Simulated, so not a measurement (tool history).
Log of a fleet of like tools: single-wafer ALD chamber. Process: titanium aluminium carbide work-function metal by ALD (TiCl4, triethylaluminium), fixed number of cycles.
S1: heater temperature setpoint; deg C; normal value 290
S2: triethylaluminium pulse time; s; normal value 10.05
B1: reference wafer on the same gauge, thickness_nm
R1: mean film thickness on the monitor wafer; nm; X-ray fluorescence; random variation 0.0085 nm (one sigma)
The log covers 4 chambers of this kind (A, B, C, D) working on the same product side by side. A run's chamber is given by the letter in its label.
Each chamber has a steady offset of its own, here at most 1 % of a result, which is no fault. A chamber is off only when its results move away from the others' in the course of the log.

Run 1D, hour 7.4: usual settings; B1 1.9091. Result: R1 1.9305 nm.
Run 2C, hour 14: usual settings; B1 1.9098. Result: R1 1.9311 nm.
Run 3A, hour 21.1: usual settings; B1 1.9115. Result: R1 1.9364 nm.
Run 4B, hour 28.8: usual settings; B1 1.9109. Result: R1 1.8953 nm.
Run 5A, hour 34.1: usual settings; B1 1.911. Result: R1 1.9439 nm.
Run 6C, hour 40.5: usual settings; B1 1.9092. Result: R1 1.9092 nm.
Run 7B, hour 47.4: usual settings; B1 1.9078. Result: R1 1.897 nm.
Run 8D, hour 53.2: usual settings; B1 1.9106. Result: R1 1.933 nm.
Run 9C, hour 59.1: usual settings; B1 1.9117. Result: R1 1.9176 nm.
Run 10B, hour 66.6: usual settings; B1 1.9107. Result: R1 1.9047 nm.
Run 11D, hour 75.1: usual settings; B1 1.9101. Result: R1 1.9241 nm.
Run 12A, hour 83.6: usual settings; B1 1.9102. Result: R1 1.9312 nm.
Run 13D, hour 88.2: usual settings; B1 1.9112. Result: R1 1.9376 nm.
Run 14B, hour 96.4: usual settings; B1 1.9091. Result: R1 1.9035 nm.
Run 15A, hour 102.9: usual settings; B1 1.9101. Result: R1 1.9237 nm.
Run 16C, hour 111.9: usual settings; B1 1.9099. Result: R1 1.8997 nm.
Run 17C, hour 121.1: usual settings; B1 1.9085. Result: R1 1.9065 nm.
Run 18A, hour 130.9: usual settings; B1 1.9092. Result: R1 1.9152 nm.
Run 19B, hour 138.2: usual settings; B1 1.9104. Result: R1 1.886 nm.
Run 20D, hour 145.9: usual settings; B1 1.9103. Result: R1 1.9309 nm.
Run 21A, hour 154.5: usual settings; B1 1.9103. Result: R1 1.9178 nm.
Run 22C, hour 162.5: usual settings; B1 1.9079. Result: R1 1.8652 nm.
Run 23D, hour 171.7: usual settings but S2 12.17 s; B1 1.9104. Result: R1 1.9511 nm.
Run 24B, hour 180.9: usual settings but S2 12.17 s; B1 1.909. Result: R1 1.9391 nm.
Run 25A, hour 189.5: usual settings but S2 12.17 s; B1 1.9094. Result: R1 1.9519 nm.
Run 26B, hour 199: usual settings but S2 12.17 s; B1 1.9099. Result: R1 1.9459 nm.
Run 27C, hour 207.7: usual settings; B1 1.911. Result: R1 1.8358 nm.
Run 28D, hour 213.5: usual settings; B1 1.9108. Result: R1 1.9369 nm.

What goes on in this fleet: one chamber off, a drifting gauge, or nothing beyond the chambers' own small offsets? Name the chamber and the cause, if any.

It is chamber C that slowly wanders off from its peers.
Cause: triethylaluminium dose below that of a fresh bottle (%) = 24.3.

Which of the 4 candidates below, each the usual settings with something changed and its results left as question marks, puts chamber C back in line with what the other chambers give on the usual settings?
In line here means within this much of the mean the other chambers give on the usual settings: R1 0.03 nm
Run 29C-1, hour 220.6: usual settings but S2 8.19 s. Result: R1 ?.
Run 29C-2, hour 220.6: usual settings but S1 300 deg C, S2 13.36 s. Result: R1 ?.
Run 29C-3, hour 220.6: usual settings but S1 300 deg C. Result: R1 ?.
Run 29C-4, hour 220.6: usual settings but S1 283 deg C, S2 7.71 s. Result: R1 ?.

What the other chambers average on the usual settings: R1 1.9167 nm
  run      R1
29C-1  1.7464
29C-2  2.0062
29C-3  1.9192
29C-4  1.6614
The answer is 29C-3, which returns the chamber to within the allowed miss of the others.
